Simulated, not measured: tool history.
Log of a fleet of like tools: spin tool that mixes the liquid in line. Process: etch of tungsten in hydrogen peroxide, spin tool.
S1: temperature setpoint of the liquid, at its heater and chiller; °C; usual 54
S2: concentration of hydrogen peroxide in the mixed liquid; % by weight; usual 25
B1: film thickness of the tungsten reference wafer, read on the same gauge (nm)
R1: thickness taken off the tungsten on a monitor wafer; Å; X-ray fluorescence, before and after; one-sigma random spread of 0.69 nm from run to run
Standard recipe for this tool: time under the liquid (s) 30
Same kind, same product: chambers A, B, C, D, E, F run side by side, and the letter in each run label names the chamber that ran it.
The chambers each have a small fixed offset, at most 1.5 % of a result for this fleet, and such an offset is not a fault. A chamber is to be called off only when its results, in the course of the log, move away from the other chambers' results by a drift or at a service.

run 1E hour=7.8 | S1=54 S2=25 time_under_the_liquid_(s)=30 | B1=150.01 | R1=799.68
-- hour=19.2 chamber D: new drum of peroxide connected
run 2A hour=19.9 | S1=54 S2=25 time_under_the_liquid_(s)=30 | B1=150.02 | R1=822.39
-- hour=26.2 chamber C: heated supply line repaired
run 3B hour=32.7 | S1=54 S2=25 time_under_the_liquid_(s)=30 | B1=149.98 | R1=825.08
run 4F hour=45.2 | S1=54 S2=25 time_under_the_liquid_(s)=30 | B1=150.02 | R1=823.72
run 5D hour=58.3 | S1=54 S2=22.5 time_under_the_liquid_(s)=50 | B1=150.01 | R1=1283.1
-- hour=66.6 chamber E: new drum of peroxide connected
run 6C hour=71.9 | S1=54 S2=22.5 time_under_the_liquid_(s)=50 | B1=149.99 | R1=1285.6
run 7B hour=82.1 | S1=54 S2=22.5 time_under_the_liquid_(s)=50 | B1=150.01 | R1=1301.5
-- hour=91.4 chamber B: new drum of peroxide connected
run 8C hour=96.5 | S1=54 S2=22.5 time_under_the_liquid_(s)=50 | B1=150.01 | R1=1296.3
-- hour=104.6 chamber D: peroxide flow meter replaced
run 9F hour=106.1 | S1=54 S2=22.5 time_under_the_liquid_(s)=50 | B1=150 | R1=1316.1
run 10A hour=114.5 | S1=54 S2=22.5 time_under_the_liquid_(s)=50 | B1=150 | R1=1264.7
run 11E hour=125.5 | S1=54 S2=25 time_under_the_liquid_(s)=30 | B1=150 | R1=812.9
-- hour=131.8 chamber D: thermometer replaced
run 12D hour=132.7 | S1=54 S2=22.5 time_under_the_liquid_(s)=30 | B1=150.01 | R1=780.69
run 13F hour=144 | S1=54 S2=22.5 time_under_the_liquid_(s)=30 | B1=150.01 | R1=778.26
run 14E hour=151.6 | S1=54 S2=22.5 time_under_the_liquid_(s)=30 | B1=149.98 | R1=765.62
-- hour=157.8 chamber C: thermometer replaced
run 15A hour=158.6 | S1=54 S2=22.5 time_under_the_liquid_(s)=30 | B1=149.99 | R1=755.08
run 16C hour=171.6 | S1=54 S2=22.5 time_under_the_liquid_(s)=30 | B1=149.99 | R1=767.2
run 17B hour=180.4 | S1=54 S2=22.5 time_under_the_liquid_(s)=30 | B1=149.98 | R1=782.59
-- hour=188.8 chamber B: heated supply line repaired
run 18D hour=190.5 | S1=54 S2=25 time_under_the_liquid_(s)=30 | B1=149.98 | R1=810.93
run 19F hour=205.1 | S1=54 S2=25 time_under_the_liquid_(s)=30 | B1=149.98 | R1=833.37
run 20E hour=215.2 | S1=54 S2=25 time_under_the_liquid_(s)=45 | B1=150.01 | R1=1203.3
run 21C hour=226.9 | S1=54 S2=25 time_under_the_liquid_(s)=45 | B1=149.99 | R1=1210.1
run 22B hour=241.6 | S1=54 S2=25 time_under_the_liquid_(s)=45 | B1=149.99 | R1=1242.5
run 23D hour=253 | S1=54 S2=25 time_under_the_liquid_(s)=45 | B1=149.98 | R1=1212.8
run 24A hour=265.7 | S1=54 S2=25 time_under_the_liquid_(s)=45 | B1=149.97 | R1=1158.9
run 25B hour=278.3 | S1=54 S2=25 time_under_the_liquid_(s)=45 | B1=150.01 | R1=1230.5
run 26D hour=291 | S1=54 S2=25 time_under_the_liquid_(s)=30 | B1=149.99 | R1=801.74
run 27C hour=299.2 | S1=54 S2=25 time_under_the_liquid_(s)=30 | B1=150.01 | R1=815.84
run 28E hour=313.4 | S1=54 S2=25 time_under_the_liquid_(s)=30 | B1=150.01 | R1=796.88
run 29F hour=327.1 | S1=54 S2=25 time_under_the_liquid_(s)=30 | B1=149.99 | R1=825.83
run 30A hour=341.9 | S1=54 S2=25 time_under_the_liquid_(s)=30 | B1=150.02 | R1=758.39
run 31E hour=349.5 | S1=54 S2=25 time_under_the_liquid_(s)=30 | B1=149.99 | R1=803.92
-- hour=360.6 chamber A: peroxide flow meter replaced
run 32B hour=362.3 | S1=54 S2=25 time_under_the_liquid_(s)=30 | B1=150.02 | R1=831.53
run 33F hour=377.9 | S1=54 S2=25 time_under_the_liquid_(s)=30 | B1=150.01 | R1=823.49
-- hour=379.2 chamber E: peroxide flow meter replaced
run 34D hour=389.8 | S1=54 S2=25 time_under_the_liquid_(s)=30 | B1=150.03 | R1=814.36
-- hour=393.8 chamber A: new drum of peroxide connected
run 35A hour=402 | S1=54 S2=25 time_under_the_liquid_(s)=30 | B1=149.98 | R1=746.57
run 36C hour=412.7 | S1=54 S2=25 time_under_the_liquid_(s)=30 | B1=149.99 | R1=825.41
run 37D hour=421.3 | S1=54 S2=25 time_under_the_liquid_(s)=30 | B1=149.99 | R1=809.68
run 38E hour=435.7 | S1=54 S2=25 time_under_the_liquid_(s)=30 | B1=150 | R1=813.77
run 39A hour=444.8 | S1=54 S2=25 time_under_the_liquid_(s)=30 | B1=150 | R1=753.52

One chamber off, gauge drift, or nothing amiss beyond the chambers' own small offsets? If it is a chamber, which one, and what is the likeliest cause?

Little by little, chamber A moves away from the other chambers.
Most likely cause: temperature lost on the way to the wafer (K) = 1.71.
From this log alone, it may not be told apart from: liquid colder than its thermometer reads (K).

Below are 4 candidate recipes for chamber A's next run, each the usual settings with a change, their results shown as question marks. Which of them brings A's results back in line with what the other chambers give on the usual settings?
In line here means within this much of the mean the other chambers give on the usual settings: R1 24 Å
run 40A-1 hour=456.2 | S1=55.5 S2=25.5 time_under_the_liquid_(s)=30 | R1=?
run 40A-2 hour=456.2 | S1=55 S2=25 time_under_the_liquid_(s)=30 | R1=?
run 40A-3 hour=456.2 | S1=52.5 S2=24.5 time_under_the_liquid_(s)=30 | R1=?
run 40A-4 hour=456.2 | S1=53 S2=25 time_under_the_liquid_(s)=30 | R1=?

Other chambers, usual settings, mean: R1 818.34 Å
run=40A-1 R1=809.94
run=40A-2 R1=777.77
run=40A-3 R1=660.42
run=40A-4 R1=688.21
40A-1 is the one that brings the chamber's results back in line with the other chambers.
